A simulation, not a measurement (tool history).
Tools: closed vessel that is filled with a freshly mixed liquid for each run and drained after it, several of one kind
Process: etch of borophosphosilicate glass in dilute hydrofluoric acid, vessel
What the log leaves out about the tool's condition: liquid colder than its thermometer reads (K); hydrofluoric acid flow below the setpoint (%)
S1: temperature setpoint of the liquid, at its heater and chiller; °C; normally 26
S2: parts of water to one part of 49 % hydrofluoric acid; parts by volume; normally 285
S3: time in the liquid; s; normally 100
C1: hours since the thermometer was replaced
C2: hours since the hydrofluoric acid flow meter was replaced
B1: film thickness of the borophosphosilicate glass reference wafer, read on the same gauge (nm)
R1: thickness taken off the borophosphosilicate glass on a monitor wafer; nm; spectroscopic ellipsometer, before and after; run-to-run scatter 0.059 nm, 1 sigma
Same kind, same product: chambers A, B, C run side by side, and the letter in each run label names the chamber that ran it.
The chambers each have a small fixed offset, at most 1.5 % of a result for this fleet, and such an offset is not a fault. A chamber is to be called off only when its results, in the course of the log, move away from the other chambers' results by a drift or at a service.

run	hour	S1	S2	S3	C1	C2	B1	R1
1B	2.2	26	285	100	424.8	748.1	50.023	13.0950
2A	7.0	26	285	100	25.6	653.6	49.990	13.1570
3C	11.0	26	285	100	1044.8	338.3	50.056	12.9280
4C	14.1	26	285	100	1047.9	341.4	50.022	12.9960
5B	18.5	21	285	55	441.1	764.4	50.036	6.0991
6A	20.8	21	285	55	39.4	667.4	49.996	6.0213
7A	24.5	21	285	55	43.1	671.1	50.005	6.0294
8B	26.9	26	285	100	449.5	772.8	50.019	13.1780
9C	30.9	26	285	100	1064.7	358.2	50.001	12.9730
10B	35.4	26	285	100	458.0	781.3	49.996	13.1260
11C	40.1	26	285	100	1073.9	367.4	50.038	12.9090
12A	42.4	26	285	100	61.0	689.0	49.963	13.1980
13B	46.8	26	285	100	469.4	792.7	50.002	13.2350
14A	49.8	26	285	100	68.4	696.4	50.048	13.1710
15C	54.7	26	285	100	1088.5	382.0	50.019	12.8060
16B	58.2	26	285	100	480.8	804.1	50.000	13.2280
17C	62.9	26	285	100	1096.7	390.2	50.031	12.7370
18A	66.3	26	285	100	84.9	712.9	50.013	13.1280
19A	70.3	29	190	100	88.9	716.9	49.994	24.1120
20B	73.4	29	190	100	496.0	819.3	50.028	24.6800
21C	77.9	29	190	100	1111.7	405.2	49.930	23.6570
22C	81.6	26	285	100	1115.4	408.9	49.971	12.6230
23A	84.4	26	285	100	103.0	731.0	49.987	13.0770
24B	88.9	26	285	100	511.5	834.8	50.012	13.2140
25B	93.8	26	285	100	516.4	839.7	50.061	13.2370
26C	97.1	26	285	100	1130.9	424.4	49.990	12.4500
27A	100.4	26	285	100	119.0	747.0	49.972	13.1160
28C	103.6	26	285	100	1137.4	430.9	49.944	12.5360

Next, all 3 chambers run the settings below, one line each with question marks for the results. What does each chamber give?
29A	107.2	26	215	100				?
29B	107.2	26	215	100				?
29C	107.2	26	215	100				?

run	R1
29A	18.5640
29B	19.0040
29C	18.0130
